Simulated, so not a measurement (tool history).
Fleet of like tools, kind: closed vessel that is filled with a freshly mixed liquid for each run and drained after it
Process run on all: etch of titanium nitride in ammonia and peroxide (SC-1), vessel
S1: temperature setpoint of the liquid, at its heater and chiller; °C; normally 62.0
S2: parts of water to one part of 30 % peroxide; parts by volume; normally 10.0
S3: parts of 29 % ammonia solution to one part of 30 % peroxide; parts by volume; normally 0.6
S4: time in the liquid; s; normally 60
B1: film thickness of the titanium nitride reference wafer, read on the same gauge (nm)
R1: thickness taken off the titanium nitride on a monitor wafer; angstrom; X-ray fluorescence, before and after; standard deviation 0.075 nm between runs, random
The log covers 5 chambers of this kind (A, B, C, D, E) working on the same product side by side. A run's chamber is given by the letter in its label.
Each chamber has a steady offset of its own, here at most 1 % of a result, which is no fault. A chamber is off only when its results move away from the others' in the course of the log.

Run 1B, hour 4.7: usual settings; B1 29.998. Result: R1 104.550 angstrom.
Run 2D, hour 10.6: usual settings; B1 30.035. Result: R1 104.810 angstrom.
Run 3C, hour 17.5: usual settings; B1 30.011. Result: R1 102.880 angstrom.
Run 4E, hour 23.2: usual settings; B1 30.028. Result: R1 104.270 angstrom.
Run 5A, hour 27.2: usual settings; B1 30.038. Result: R1 103.870 angstrom.
Run 6C, hour 34.7: usual settings but S4 85 s; B1 29.982. Result: R1 146.680 angstrom.
Run 7D, hour 41.3: usual settings but S4 85 s; B1 30.047. Result: R1 147.240 angstrom.
Run 8B, hour 46.7: usual settings but S4 85 s; B1 29.969. Result: R1 147.660 angstrom.
Run 9A, hour 52.3: usual settings but S4 85 s; B1 30.006. Result: R1 146.300 angstrom.
Run 10E, hour 58.3: usual settings but S4 85 s; B1 30.009. Result: R1 146.710 angstrom.
Run 11C, hour 66.9: usual settings; B1 29.967. Result: R1 103.990 angstrom.
Run 12A, hour 73.5: usual settings; B1 29.992. Result: R1 103.800 angstrom.
Run 13E, hour 79.5: usual settings but S2 12.5 parts by volume, S3 0.3 parts by volume; B1 29.979. Result: R1 81.874 angstrom.
Run 14D, hour 84.0: usual settings but S2 12.5 parts by volume, S3 0.3 parts by volume; B1 30.004. Result: R1 80.785 angstrom.
Run 15B, hour 91.2: usual settings but S2 12.5 parts by volume, S3 0.3 parts by volume; B1 30.003. Result: R1 83.355 angstrom.
Run 16B, hour 98.0: usual settings but S2 12.5 parts by volume, S3 0.3 parts by volume; B1 29.989. Result: R1 83.357 angstrom.
Run 17A, hour 105.4: usual settings but S2 12.5 parts by volume, S3 0.3 parts by volume; B1 30.029. Result: R1 80.310 angstrom.
Run 18D, hour 109.1: usual settings; B1 30.021. Result: R1 104.820 angstrom.
Run 19E, hour 116.9: usual settings; B1 30.001. Result: R1 104.390 angstrom.
Run 20C, hour 124.3: usual settings; B1 30.038. Result: R1 103.020 angstrom.
Run 21B, hour 129.5: usual settings; B1 29.951. Result: R1 107.810 angstrom.
Run 22E, hour 137.4: usual settings but S4 80 s; B1 30.002. Result: R1 138.710 angstrom.
At hour 139.4: chamber E: new drum of ammonia solution connected.
Run 23D, hour 143.1: usual settings but S4 80 s; B1 30.001. Result: R1 138.600 angstrom.
Run 24A, hour 148.5: usual settings but S4 80 s; B1 30.007. Result: R1 138.930 angstrom.
Run 25C, hour 154.4: usual settings but S4 80 s; B1 30.016. Result: R1 138.850 angstrom.
Run 26A, hour 162.8: usual settings but S4 80 s; B1 29.996. Result: R1 137.770 angstrom.
Run 27E, hour 170.0: usual settings; B1 29.942. Result: R1 103.300 angstrom.
Run 28B, hour 176.1: usual settings; B1 29.988. Result: R1 108.500 angstrom.
Run 29D, hour 184.5: usual settings; B1 30.041. Result: R1 103.740 angstrom.
Run 30C, hour 192.1: usual settings; B1 30.013. Result: R1 101.660 angstrom.
Run 31A, hour 200.3: usual settings; B1 30.007. Result: R1 103.560 angstrom.
Run 32B, hour 208.7: usual settings but S1 66.5 °C, S2 12.5 parts by volume; B1 29.995. Result: R1 132.540 angstrom.
Run 33D, hour 214.1: usual settings but S1 66.5 °C, S2 12.5 parts by volume; B1 30.009. Result: R1 122.810 angstrom.
Run 34E, hour 221.8: usual settings but S1 66.5 °C, S2 12.5 parts by volume; B1 30.006. Result: R1 122.690 angstrom.
Run 35C, hour 230.1: usual settings but S1 66.5 °C, S2 12.5 parts by volume; B1 30.042. Result: R1 123.280 angstrom.
Run 36B, hour 234.9: usual settings but S1 66.5 °C, S2 12.5 parts by volume; B1 29.979. Result: R1 132.650 angstrom.
Run 37A, hour 240.8: usual settings; B1 29.984. Result: R1 103.660 angstrom.

Predict what each chamber gives when all 5 of them run the settings below next.
Run 38A, hour 247.1: usual settings but S4 80 s. Result: R1 ?.
Run 38B, hour 247.1: usual settings but S4 80 s. Result: R1 ?.
Run 38C, hour 247.1: usual settings but S4 80 s. Result: R1 ?.
Run 38D, hour 247.1: usual settings but S4 80 s. Result: R1 ?.
Run 38E, hour 247.1: usual settings but S4 80 s. Result: R1 ?.

run       R1
38A  138.710
38B  151.880
38C  137.440
38D  138.970
38E  137.460

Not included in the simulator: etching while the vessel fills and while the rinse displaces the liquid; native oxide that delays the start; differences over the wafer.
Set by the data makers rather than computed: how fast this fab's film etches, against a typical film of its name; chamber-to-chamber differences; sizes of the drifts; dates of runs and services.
